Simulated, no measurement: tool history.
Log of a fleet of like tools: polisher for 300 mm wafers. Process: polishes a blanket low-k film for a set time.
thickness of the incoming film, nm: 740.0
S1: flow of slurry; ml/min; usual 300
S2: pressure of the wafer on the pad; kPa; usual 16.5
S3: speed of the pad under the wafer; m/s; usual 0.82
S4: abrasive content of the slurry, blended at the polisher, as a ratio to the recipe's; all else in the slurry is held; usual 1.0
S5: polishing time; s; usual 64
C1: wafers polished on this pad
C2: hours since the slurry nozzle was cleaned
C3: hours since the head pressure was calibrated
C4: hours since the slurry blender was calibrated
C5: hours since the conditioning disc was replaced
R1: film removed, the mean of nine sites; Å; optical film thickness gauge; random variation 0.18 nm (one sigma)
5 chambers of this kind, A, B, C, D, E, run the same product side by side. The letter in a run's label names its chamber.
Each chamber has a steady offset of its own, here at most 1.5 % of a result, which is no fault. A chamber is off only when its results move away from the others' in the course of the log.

run 1E day=0.321 | S1=300 S2=16.5 S3=0.82 S4=1.0 S5=64 | C1=638 C2=116.5 C3=596.3 C4=281.1 C5=82.4 | R1=256.15
run 2B day=0.683 | S1=300 S2=16.5 S3=0.82 S4=1.0 S5=64 | C1=233 C2=213.6 C3=61.0 C4=40.1 C5=471.2 | R1=252.52
run 3C day=1.150 | S1=300 S2=16.5 S3=0.82 S4=1.0 S5=64 | C1=677 C2=699.6 C3=687.1 C4=42.7 C5=354.7 | R1=251.32
run 4A day=1.608 | S1=300 S2=16.5 S3=0.82 S4=1.0 S5=64 | C1=1043 C2=271.0 C3=887.0 C4=163.5 C5=70.0 | R1=247.49
-- day=1.838 chamber E: worn pad replaced by a new one
run 5D day=1.988 | S1=300 S2=16.5 S3=0.82 S4=1.0 S5=64 | C1=976 C2=152.4 C3=151.8 C4=123.7 C5=446.1 | R1=251.88
-- day=2.058 chamber D: worn pad replaced by a new one
run 6D day=2.354 | S1=300 S2=16.5 S3=0.82 S4=1.0 S5=64 | C1=73 C2=161.2 C3=160.6 C4=132.5 C5=454.9 | R1=252.93
-- day=2.471 chamber A: slurry nozzle cleaned
-- day=2.683 chamber D: conditioning disc replaced and pad reconditioned
run 7E day=2.767 | S1=300 S2=16.5 S3=0.82 S4=1.0 S5=64 | C1=230 C2=175.2 C3=655.0 C4=339.8 C5=141.1 | R1=254.50
-- day=2.988 chamber C: slurry blender recalibrated
run 8B day=3.083 | S1=300 S2=16.5 S3=0.82 S4=1.0 S5=64 | C1=826 C2=271.2 C3=118.6 C4=97.7 C5=528.8 | R1=255.33
-- day=3.204 chamber A: worn pad replaced by a new one
run 9C day=3.571 | S1=300 S2=16.5 S3=0.82 S4=1.0 S5=64 | C1=1275 C2=757.7 C3=745.2 C4=14.0 C5=412.8 | R1=249.86
run 10A day=3.946 | S1=300 S2=16.5 S3=0.82 S4=1.0 S5=64 | C1=184 C2=35.5 C3=943.1 C4=219.6 C5=126.1 | R1=248.75
-- day=4.438 chamber A: conditioning disc replaced and pad reconditioned
-- day=4.471 chamber C: worn pad replaced by a new one
run 11D day=4.508 | S1=300 S2=16.5 S3=0.82 S4=1.0 S5=64 | C1=606 C2=212.9 C3=212.3 C4=184.2 C5=43.9 | R1=249.32
run 12A day=4.900 | S1=300 S2=16.5 S3=0.82 S4=1.0 S5=64 | C1=420 C2=58.4 C3=966.0 C4=242.5 C5=11.1 | R1=249.65
-- day=4.933 chamber B: worn pad replaced by a new one
run 13E day=5.338 | S1=300 S2=16.5 S3=0.82 S4=1.0 S5=64 | C1=866 C2=236.9 C3=716.7 C4=401.5 C5=202.8 | R1=250.78
-- day=5.396 chamber E: worn pad replaced by a new one
run 14B day=5.921 | S1=300 S2=16.5 S3=0.82 S4=1.0 S5=64 | C1=244 C2=339.3 C3=186.7 C4=165.8 C5=596.9 | R1=253.33
-- day=5.929 chamber D: worn pad replaced by a new one
-- day=6.012 chamber C: conditioning disc replaced and pad reconditioned
run 15C day=6.283 | S1=300 S2=16.5 S3=0.82 S4=1.0 S5=64 | C1=448 C2=822.8 C3=810.3 C4=79.1 C5=6.6 | R1=251.89
-- day=6.429 chamber B: conditioning disc replaced and pad reconditioned
run 16E day=6.812 | S1=300 S2=16.5 S3=0.60 S4=1.1 S5=64 | C1=351 C2=272.3 C3=752.1 C4=436.9 C5=238.2 | R1=205.80
-- day=6.958 chamber C: slurry blender recalibrated
run 17C day=7.392 | S1=300 S2=16.5 S3=0.60 S4=1.1 S5=64 | C1=722 C2=849.4 C3=836.9 C4=10.5 C5=33.2 | R1=204.87
-- day=7.829 chamber C: slurry nozzle cleaned
run 18D day=7.854 | S1=300 S2=16.5 S3=0.60 S4=1.1 S5=64 | C1=476 C2=293.2 C3=292.6 C4=264.5 C5=124.2 | R1=204.96
run 19A day=8.188 | S1=300 S2=16.5 S3=0.60 S4=1.1 S5=64 | C1=1232 C2=137.3 C3=1044.9 C4=321.4 C5=90.0 | R1=200.01
-- day=8.488 chamber D: head pressure recalibrated
run 20B day=8.638 | S1=300 S2=16.5 S3=0.60 S4=1.1 S5=64 | C1=916 C2=404.5 C3=251.9 C4=231.0 C5=53.1 | R1=206.29
-- day=9.075 chamber E: worn pad replaced by a new one
run 21B day=9.112 | S1=300 S2=16.5 S3=0.82 S4=1.0 S5=64 | C1=1033 C2=415.9 C3=263.3 C4=242.4 C5=64.5 | R1=253.72
-- day=9.508 chamber B: worn pad replaced by a new one
run 22C day=9.621 | S1=300 S2=16.5 S3=0.82 S4=1.0 S5=64 | C1=1273 C2=43.1 C3=890.4 C4=64.0 C5=86.7 | R1=251.61
-- day=9.692 chamber D: worn pad replaced by a new one
-- day=9.771 chamber A: worn pad replaced by a new one
run 23A day=10.042 | S1=300 S2=16.5 S3=0.82 S4=1.0 S5=64 | C1=67 C2=181.8 C3=1089.4 C4=365.9 C5=134.5 | R1=246.16
-- day=10.075 chamber A: conditioning disc replaced and pad reconditioned
-- day=10.242 chamber C: worn pad replaced by a new one
run 24D day=10.442 | S1=365 S2=11.7 S3=0.82 S4=1.0 S5=64 | C1=186 C2=355.3 C3=47.0 C4=326.6 C5=186.3 | R1=181.73
-- day=10.596 chamber E: slurry blender recalibrated
run 25E day=10.733 | S1=365 S2=11.7 S3=0.82 S4=1.0 S5=64 | C1=410 C2=366.4 C3=846.2 C4=3.4 C5=332.3 | R1=180.85
run 26E day=11.129 | S1=365 S2=11.7 S3=0.82 S4=1.0 S5=64 | C1=508 C2=375.9 C3=855.7 C4=12.9 C5=341.8 | R1=180.73
-- day=11.367 chamber C: slurry blender recalibrated
run 27B day=11.646 | S1=365 S2=11.7 S3=0.82 S4=1.0 S5=64 | C1=528 C2=476.7 C3=324.1 C4=303.2 C5=125.3 | R1=184.22
run 28C day=11.921 | S1=365 S2=11.7 S3=0.82 S4=1.0 S5=64 | C1=416 C2=98.3 C3=945.6 C4=13.3 C5=141.9 | R1=184.35
run 29A day=12.462 | S1=300 S2=16.5 S3=0.82 S4=1.0 S5=64 | C1=665 C2=239.9 C3=1147.5 C4=424.0 C5=57.4 | R1=243.76
run 30D day=12.796 | S1=300 S2=18.6 S3=0.82 S4=1.0 S5=76 | C1=768 C2=411.8 C3=103.5 C4=383.1 C5=242.8 | R1=331.54
run 31C day=13.062 | S1=300 S2=18.6 S3=0.82 S4=1.0 S5=76 | C1=698 C2=125.7 C3=973.0 C4=40.7 C5=169.3 | R1=334.43
-- day=13.088 chamber E: worn pad replaced by a new one
-- day=13.179 chamber D: worn pad replaced by a new one
-- day=13.225 chamber B: head pressure recalibrated
-- day=13.646 chamber B: worn pad replaced by a new one
run 32A day=13.646 | S1=300 S2=18.6 S3=0.82 S4=1.0 S5=76 | C1=958 C2=268.3 C3=1175.9 C4=452.4 C5=85.8 | R1=322.63
run 33B day=14.129 | S1=300 S2=18.6 S3=0.82 S4=1.0 S5=76 | C1=120 C2=536.3 C3=21.8 C4=362.8 C5=184.9 | R1=336.07
-- day=14.192 chamber A: head pressure recalibrated
-- day=14.333 chamber B: slurry blender recalibrated
run 34E day=14.704 | S1=300 S2=18.6 S3=0.82 S4=1.0 S5=76 | C1=399 C2=461.7 C3=941.5 C4=98.7 C5=427.6 | R1=335.45
-- day=14.738 chamber B: slurry nozzle cleaned
-- day=15.208 chamber A: worn pad replaced by a new one
run 35D day=15.212 | S1=300 S2=16.5 S3=0.82 S4=1.0 S5=64 | C1=503 C2=469.8 C3=161.5 C4=441.1 C5=300.8 | R1=251.71
-- day=15.458 chamber A: conditioning disc replaced and pad reconditioned
run 36B day=15.542 | S1=300 S2=16.5 S3=0.82 S4=1.0 S5=64 | C1=469 C2=19.4 C3=55.7 C4=29.1 C5=218.8 | R1=253.11
-- day=15.942 chamber A: slurry nozzle cleaned
run 37A day=16.088 | S1=300 S2=16.5 S3=0.82 S4=1.0 S5=64 | C1=217 C2=3.6 C3=45.5 C4=511.0 C5=15.1 | R1=242.42
-- day=16.217 chamber C: slurry blender recalibrated
-- day=16.312 chamber C: worn pad replaced by a new one
run 38C day=16.442 | S1=300 S2=16.5 S3=0.82 S4=1.0 S5=64 | C1=32 C2=206.8 C3=1054.1 C4=5.4 C5=250.4 | R1=248.80
-- day=16.621 chamber D: worn pad replaced by a new one
-- day=16.750 chamber E: worn pad replaced by a new one
run 39D day=16.954 | S1=300 S2=16.5 S3=0.82 S4=1.0 S5=64 | C1=82 C2=511.6 C3=203.3 C4=482.9 C5=342.6 | R1=252.48
run 40E day=17.471 | S1=300 S2=16.5 S3=0.82 S4=1.0 S5=64 | C1=178 C2=528.1 C3=1007.9 C4=165.1 C5=494.0 | R1=254.21
-- day=17.875 chamber B: worn pad replaced by a new one
-- day=17.904 chamber C: head pressure recalibrated
run 41C day=17.929 | S1=300 S2=16.5 S3=0.82 S4=1.0 S5=64 | C1=400 C2=242.5 C3=0.7 C4=41.1 C5=286.1 | R1=254.10
run 42B day=18.221 | S1=300 S2=16.5 S3=0.82 S4=1.0 S5=64 | C1=86 C2=83.7 C3=120.0 C4=93.4 C5=283.1 | R1=255.75

Next, every chamber runs the same settings. What will each give?
run 43A day=18.650 | S1=300 S2=16.5 S3=0.82 S4=1.0 S5=64 | R1=?
run 43B day=18.650 | S1=300 S2=16.5 S3=0.82 S4=1.0 S5=64 | R1=?
run 43C day=18.650 | S1=300 S2=16.5 S3=0.82 S4=1.0 S5=64 | R1=?
run 43D day=18.650 | S1=300 S2=16.5 S3=0.82 S4=1.0 S5=64 | R1=?
run 43E day=18.650 | S1=300 S2=16.5 S3=0.82 S4=1.0 S5=64 | R1=?

run=43A R1=239.41
run=43B R1=252.77
run=43C R1=249.35
run=43D R1=250.44
run=43E R1=251.15
